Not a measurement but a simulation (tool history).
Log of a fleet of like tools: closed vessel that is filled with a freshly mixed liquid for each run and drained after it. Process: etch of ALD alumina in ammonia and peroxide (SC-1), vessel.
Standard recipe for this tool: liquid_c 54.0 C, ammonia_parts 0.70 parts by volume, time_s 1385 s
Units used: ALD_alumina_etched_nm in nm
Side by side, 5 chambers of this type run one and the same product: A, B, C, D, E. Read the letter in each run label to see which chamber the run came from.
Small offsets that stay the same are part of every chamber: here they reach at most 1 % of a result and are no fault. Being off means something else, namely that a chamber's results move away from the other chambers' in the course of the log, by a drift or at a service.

run	hour	liquid_c	ammonia_parts	time_s	read-back film thickness of the ALD alumina reference wafer, read on the same gauge (nm)	ALD_alumina_etched_nm
1C	12.8	54.0	0.70	1385	30.016	54.660
2A	25.5	54.0	0.70	1385	30.011	53.895
3E	31.9	54.0	0.70	1385	30.015	54.296
4D	45.0	54.0	0.70	1385	29.996	53.829
5B	55.5	54.0	0.70	1385	29.975	54.176
6B	62.6	54.0	0.70	1385	29.991	53.800
7E	72.7	54.0	0.70	1385	30.003	54.316
8A	84.2	54.0	0.70	1385	30.005	54.690
9D	92.0	54.0	0.85	1385	30.026	54.875
# hour 95.2: chamber E: new drum of ammonia solution connected
10C	105.3	54.0	0.85	1385	30.011	55.781
11A	113.5	54.0	0.85	1385	29.999	55.174
12D	126.9	54.0	0.85	1385	29.983	55.090
13B	138.7	54.0	0.85	1385	29.997	55.656
14E	145.3	54.0	0.70	1385	30.003	54.095
15C	158.7	54.0	0.70	1385	29.983	54.997
16A	165.6	54.0	0.70	1385	30.033	53.807
17C	174.6	54.0	0.70	1385	30.034	54.856
18D	181.6	54.0	0.70	1385	29.994	53.819
# hour 187.6: chamber E: ammonia flow meter replaced
19E	188.4	54.0	0.70	1385	30.003	53.362
# hour 193.4: chamber C: new drum of ammonia solution connected
# hour 196.4: chamber A: new drum of ammonia solution connected
20B	197.8	54.0	0.70	1385	30.008	54.044
# hour 198.0: chamber D: thermometer replaced
# hour 203.1: chamber B: thermometer replaced
21A	210.0	54.0	0.70	1385	30.003	54.411
22C	217.9	54.0	0.70	1385	29.977	54.628
23E	230.4	54.0	0.70	1385	30.005	52.611
24D	242.5	54.0	0.70	1385	29.991	54.730
25B	256.0	54.0	0.70	1385	29.988	54.159
26C	266.6	54.0	0.70	1385	30.036	54.969
27E	280.1	46.5	0.50	1385	30.038	32.926
28D	290.0	46.5	0.50	1385	30.008	34.628
29A	302.3	46.5	0.50	1385	29.994	34.603
30B	315.2	46.5	0.50	1385	30.032	34.930
31B	324.9	46.5	0.50	1385	30.016	34.838
32A	333.1	54.0	0.70	1385	30.031	54.330
33D	339.9	54.0	0.70	1385	29.992	53.762
34E	345.9	54.0	0.70	1385	29.991	50.926
35C	354.6	54.0	0.70	1385	29.992	54.340
36C	365.9	61.5	0.40	1385	29.991	77.246
37D	374.8	61.5	0.40	1385	29.966	75.503

What goes on in this fleet: one chamber off, a drifting gauge, or nothing beyond the chambers' own small offsets? Name the chamber and the cause, if any.

Chamber E drifts away from the others.
Likeliest cause: liquid colder than its thermometer reads (K) = 1.42.

Which of the 4 candidates below, each the usual settings with something changed and its results left as question marks, puts chamber E back in line with what the other chambers give on the usual settings?
Counts as in line when no further than this from what the other chambers average on the usual settings: ALD_alumina_etched_nm 0.990 nm
38E-1	384.9	54.0	0.70	1195		?
38E-2	384.9	54.0	0.70	1610		?
38E-3	384.9	54.0	0.70	1485		?
38E-4	384.9	54.0	0.70	1285		?

Other chambers, usual settings, mean: ALD_alumina_etched_nm 54.319 nm
run	ALD_alumina_etched_nm
38E-1	43.661
38E-2	58.824
38E-3	54.257
38E-4	46.950
Change 38E-3 lands the chamber within the allowed miss of the other chambers.

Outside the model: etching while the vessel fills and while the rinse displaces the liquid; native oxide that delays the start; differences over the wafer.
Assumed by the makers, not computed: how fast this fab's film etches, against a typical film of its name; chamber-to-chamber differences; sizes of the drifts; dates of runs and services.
